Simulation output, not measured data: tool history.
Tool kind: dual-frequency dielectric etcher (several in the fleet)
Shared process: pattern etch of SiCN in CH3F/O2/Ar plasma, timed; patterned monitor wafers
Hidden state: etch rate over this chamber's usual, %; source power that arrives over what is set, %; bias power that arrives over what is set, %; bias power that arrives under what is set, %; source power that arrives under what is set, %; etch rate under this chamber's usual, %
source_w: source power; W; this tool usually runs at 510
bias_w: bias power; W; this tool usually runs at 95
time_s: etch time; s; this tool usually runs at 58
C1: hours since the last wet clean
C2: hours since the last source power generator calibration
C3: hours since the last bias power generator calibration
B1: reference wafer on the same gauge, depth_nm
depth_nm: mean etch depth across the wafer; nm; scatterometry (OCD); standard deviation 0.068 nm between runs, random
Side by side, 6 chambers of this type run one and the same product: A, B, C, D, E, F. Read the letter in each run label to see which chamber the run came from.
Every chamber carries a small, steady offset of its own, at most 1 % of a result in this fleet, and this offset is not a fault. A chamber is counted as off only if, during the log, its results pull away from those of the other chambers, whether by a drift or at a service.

Run 1F, hour 7.0: usual settings; C1 369.8; C2 2198.3; C3 851.0; B1 23.194. Result: depth_nm 26.530 nm.
Run 2A, hour 11.5: usual settings; C1 57.7; C2 2336.8; C3 2248.3; B1 23.201. Result: depth_nm 26.569 nm.
Run 3C, hour 16.2: usual settings; C1 413.0; C2 853.5; C3 2730.5; B1 23.202. Result: depth_nm 26.464 nm.
Run 4B, hour 20.2: usual settings; C1 316.3; C2 2244.5; C3 2530.2; B1 23.193. Result: depth_nm 26.429 nm.
Run 5D, hour 25.5: usual settings; C1 29.2; C2 1409.1; C3 1494.6; B1 23.202. Result: depth_nm 26.154 nm.
Run 6E, hour 32.1: usual settings; C1 205.0; C2 1376.8; C3 4184.6; B1 23.204. Result: depth_nm 26.397 nm.
Run 7E, hour 39.0: usual settings; C1 211.9; C2 1383.7; C3 4191.5; B1 23.200. Result: depth_nm 26.354 nm.
Run 8F, hour 46.4: usual settings; C1 409.2; C2 2237.7; C3 890.4; B1 23.200. Result: depth_nm 26.518 nm.
Run 9D, hour 52.3: usual settings; C1 56.0; C2 1435.9; C3 1521.4; B1 23.195. Result: depth_nm 26.159 nm.
Run 10A, hour 58.4: usual settings; C1 104.6; C2 2383.7; C3 2295.2; B1 23.215. Result: depth_nm 26.536 nm.
Run 11B, hour 63.1: usual settings; C1 359.2; C2 2287.4; C3 2573.1; B1 23.193. Result: depth_nm 26.395 nm.
Run 12C, hour 67.8: usual settings but bias_w 118 W, time_s 49 s; C1 464.6; C2 905.1; C3 2782.1; B1 23.204. Result: depth_nm 24.089 nm.
Run 13E, hour 74.8: usual settings but bias_w 118 W, time_s 49 s; C1 247.7; C2 1419.5; C3 4227.3; B1 23.186. Result: depth_nm 24.283 nm.
Run 14F, hour 78.8: usual settings but bias_w 118 W, time_s 49 s; C1 441.6; C2 2270.1; C3 922.8; B1 23.181. Result: depth_nm 24.068 nm.
Run 15A, hour 82.3: usual settings but bias_w 118 W, time_s 49 s; C1 128.5; C2 2407.6; C3 2319.1; B1 23.210. Result: depth_nm 24.317 nm.
Run 16B, hour 86.0: usual settings but bias_w 118 W, time_s 49 s; C1 382.1; C2 2310.3; C3 2596.0; B1 23.202. Result: depth_nm 24.037 nm.
Run 17C, hour 93.3: usual settings but bias_w 118 W, time_s 49 s; C1 490.1; C2 930.6; C3 2807.6; B1 23.196. Result: depth_nm 24.076 nm.
At hour 93.4: chamber E: bias power generator calibrated.
Run 18D, hour 97.1: usual settings; C1 100.8; C2 1480.7; C3 1566.2; B1 23.199. Result: depth_nm 26.125 nm.
Run 19C, hour 103.3: usual settings; C1 500.1; C2 940.6; C3 2817.6; B1 23.202. Result: depth_nm 26.309 nm.
Run 20E, hour 109.1: usual settings; C1 282.0; C2 1453.8; C3 15.7; B1 23.193. Result: depth_nm 26.366 nm.
Run 21A, hour 116.4: usual settings; C1 162.6; C2 2441.7; C3 2353.2; B1 23.205. Result: depth_nm 26.605 nm.
Run 22F, hour 122.4: usual settings; C1 485.2; C2 2313.7; C3 966.4; B1 23.194. Result: depth_nm 25.958 nm.
Run 23B, hour 128.8: usual settings; C1 424.9; C2 2353.1; C3 2638.8; B1 23.208. Result: depth_nm 26.329 nm.
Run 24D, hour 134.7: usual settings; C1 138.4; C2 1518.3; C3 1603.8; B1 23.202. Result: depth_nm 26.047 nm.
Run 25C, hour 138.7: usual settings; C1 535.5; C2 976.0; C3 2853.0; B1 23.210. Result: depth_nm 26.460 nm.
Run 26F, hour 145.4: usual settings; C1 508.2; C2 2336.7; C3 989.4; B1 23.202. Result: depth_nm 25.915 nm.
Run 27E, hour 152.1: usual settings but source_w 420 W, time_s 73 s; C1 325.0; C2 1496.8; C3 58.7; B1 23.204. Result: depth_nm 30.867 nm.
Run 28B, hour 157.5: usual settings but source_w 420 W, time_s 73 s; C1 453.6; C2 2381.8; C3 2667.5; B1 23.195. Result: depth_nm 30.716 nm.
Run 29D, hour 163.5: usual settings but source_w 420 W, time_s 73 s; C1 167.2; C2 1547.1; C3 1632.6; B1 23.207. Result: depth_nm 30.611 nm.
Run 30A, hour 169.0: usual settings but source_w 420 W, time_s 73 s; C1 215.2; C2 2494.3; C3 2405.8; B1 23.187. Result: depth_nm 31.114 nm.
Run 31B, hour 173.9: usual settings but source_w 420 W, time_s 73 s; C1 470.0; C2 2398.2; C3 2683.9; B1 23.210. Result: depth_nm 30.820 nm.
Run 32C, hour 180.1: usual settings but source_w 420 W, time_s 73 s; C1 576.9; C2 1017.4; C3 2894.4; B1 23.193. Result: depth_nm 30.744 nm.
Run 33E, hour 187.4: usual settings; C1 360.3; C2 1532.1; C3 94.0; B1 23.202. Result: depth_nm 26.427 nm.
Run 34D, hour 191.0: usual settings; C1 194.7; C2 1574.6; C3 1660.1; B1 23.201. Result: depth_nm 26.103 nm.
Run 35A, hour 195.8: usual settings; C1 242.0; C2 2521.1; C3 2432.6; B1 23.190. Result: depth_nm 26.662 nm.
Run 36F, hour 202.1: usual settings; C1 564.9; C2 2393.4; C3 1046.1; B1 23.187. Result: depth_nm 25.820 nm.

All chambers now run identical settings, listed one chamber a line with results as question marks. What results will each chamber show?
Run 37A, hour 207.7: usual settings. Result: depth_nm ?.
Run 37B, hour 207.7: usual settings. Result: depth_nm ?.
Run 37C, hour 207.7: usual settings. Result: depth_nm ?.
Run 37D, hour 207.7: usual settings. Result: depth_nm ?.
Run 37E, hour 207.7: usual settings. Result: depth_nm ?.
Run 37F, hour 207.7: usual settings. Result: depth_nm ?.

run  depth_nm
37A    26.582
37B    26.312
37C    26.343
37D    26.145
37E    26.284
37F    25.677
